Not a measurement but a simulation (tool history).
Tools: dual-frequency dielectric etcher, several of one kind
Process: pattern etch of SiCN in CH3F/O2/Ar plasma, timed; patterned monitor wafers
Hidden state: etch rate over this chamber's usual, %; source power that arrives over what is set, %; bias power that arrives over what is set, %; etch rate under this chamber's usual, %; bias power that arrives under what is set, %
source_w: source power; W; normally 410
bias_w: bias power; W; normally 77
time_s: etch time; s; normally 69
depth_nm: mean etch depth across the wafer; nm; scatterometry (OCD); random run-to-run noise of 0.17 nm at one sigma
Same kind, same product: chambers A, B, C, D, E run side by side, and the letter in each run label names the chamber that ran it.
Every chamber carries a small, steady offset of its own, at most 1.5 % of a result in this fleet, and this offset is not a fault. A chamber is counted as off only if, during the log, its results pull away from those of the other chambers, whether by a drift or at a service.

run     day  source_w  bias_w  time_s  hours since the last wet clean  hours since the last source power generator calibration  hours since the last bias power generator calibration  read-back reference wafer on the same gauge, depth_nm  depth_nm
 1E   0.425       410      77      69                           262.3                                                    697.2                                                 2790.4                                                   26.4    27.051
 2C   0.962       410      77      69                           130.5                                                   1106.6                                                  257.7                                                 26.403    26.975
 3A     1.4       410      77      69                            89.3                                                   1315.2                                                 2216.7                                                 26.388    27.264
 4B   1.742       410      77      69                             207                                                   2140.7                                                  388.4                                                 26.406    26.667
 5D   2.029       410      77      69                           310.6                                                   1363.8                                                 1597.6                                                 26.395    26.733
 6D   2.383       410      77      69                           319.1                                                   1372.3                                                 1606.1                                                 26.391    26.726
 7E   2.854       350      93      69                           320.6                                                    755.5                                                 2848.7                                                 26.398     26.97
 8A     3.3       350      93      69                           134.9                                                   1360.8                                                 2262.3                                                 26.405    27.316
 9C   3.838       350      93      69                           199.5                                                   1175.6                                                  326.7                                                 26.414    27.165
10B   4.225       350      93      69                           266.6                                                   2200.3                                                    448                                                 26.379    26.748
11D   4.654       350      93      69                           373.6                                                   1426.8                                                 1660.6                                                 26.394    27.224
12B   5.117       410      77      69                             288                                                   2221.7                                                  469.4                                                 26.367     26.62
13A   5.612       410      77      69                           190.4                                                   1416.3                                                 2317.8                                                 26.442    26.888
14E   6.038       410      77      69                             397                                                    831.9                                                 2925.1                                                 26.387    26.553
       6.05  -- chamber B: wet clean of the chamber
15C   6.283       410      65      81                           258.2                                                   1234.3                                                  385.4                                                 26.417    29.813
16A   6.729       410      65      81                           217.2                                                   1443.1                                                 2344.6                                                 26.372    29.953
17B   7.162       410      65      81                            26.7                                                   2270.8                                                  518.5                                                 26.433    27.652
18D   7.454       410      65      81                           440.8                                                     1494                                                 1727.8                                                  26.38    29.736
      7.462  -- chamber A: bias power generator calibrated
19E   7.921       410      65      81                           442.2                                                    877.1                                                 2970.3                                                 26.336    29.442
20C    8.25       410      77      69                           305.4                                                   1281.5                                                  432.6                                                 26.433    26.862
21E   8.688       410      77      60                           460.6                                                    895.5                                                 2988.7                                                 26.412    23.401
22C   9.133       410      77      60                           326.6                                                   1302.7                                                  453.8                                                 26.436    23.399
23B   9.571       410      77      60                            84.5                                                   2328.6                                                  576.3                                                 26.394    21.765
      9.938  -- chamber D: bias power generator calibrated
24A  10.038       410      77      60                           296.6                                                   1522.5                                                   61.8                                                 26.414    23.399
25D  10.333       410      77      60                           509.9                                                   1563.1                                                    9.5                                                 26.403    23.241
26A  10.746       410      77      69                           313.6                                                   1539.5                                                   78.8                                                 26.397    26.931
27B  11.062       410      77      69                           120.3                                                   2364.4                                                  612.1                                                 26.429    25.179
28E  11.412       370      77      77                             526                                                    960.9                                                 3054.1                                                 26.427    28.685
29D  11.854       370      77      77                           546.4                                                   1599.6                                                     46                                                 26.405    29.114
30C  12.175       370      77      77                           399.6                                                   1375.7                                                  526.8                                                 26.411    28.792
31C  12.717       370      77      77                           412.6                                                   1388.7                                                  539.8                                                 26.387    28.553
32B  13.162       370      77      77                           170.7                                                   2414.8                                                  662.5                                                 26.397    27.001
33D  13.425       410      77      69                           584.1                                                   1637.3                                                   83.7                                                 26.384    26.781
34E  13.762       410      77      69                           582.4                                                   1017.3                                                 3110.5                                                 26.359    26.851

Read the log: is a single chamber off, either drifting away or since a service, is the gauge that measures every chamber drifting, or is nothing wrong beyond small per-chamber offsets? Name any odd chamber and what most likely caused it.

A service left chamber B off against the others.
Most likely cause: etch rate under this chamber's usual, % = 5.13.

Below are 4 candidate recipes for chamber B's next run, each the usual settings with a change, their results shown as question marks. Which of them brings B's results back in line with what the other chambers give on the usual settings?
In-line tolerance around the mean of the other chambers on the usual settings: depth_nm 0.61 nm
35B-1  14.154       410      77    67.5                                                                                                                                                                                                                ?
35B-2  14.154       410      77      71                                                                                                                                                                                                                ?
35B-3  14.154       340      77      69                                                                                                                                                                                                                ?
35B-4  14.154       420      78      73                                                                                                                                                                                                                ?

The mean the other chambers reach with the usual settings: depth_nm 26.895 nm
  run  depth_nm
35B-1    24.544
35B-2    25.816
35B-3    23.398
35B-4    26.909
With 35B-4, the chamber falls back in line with the rest.
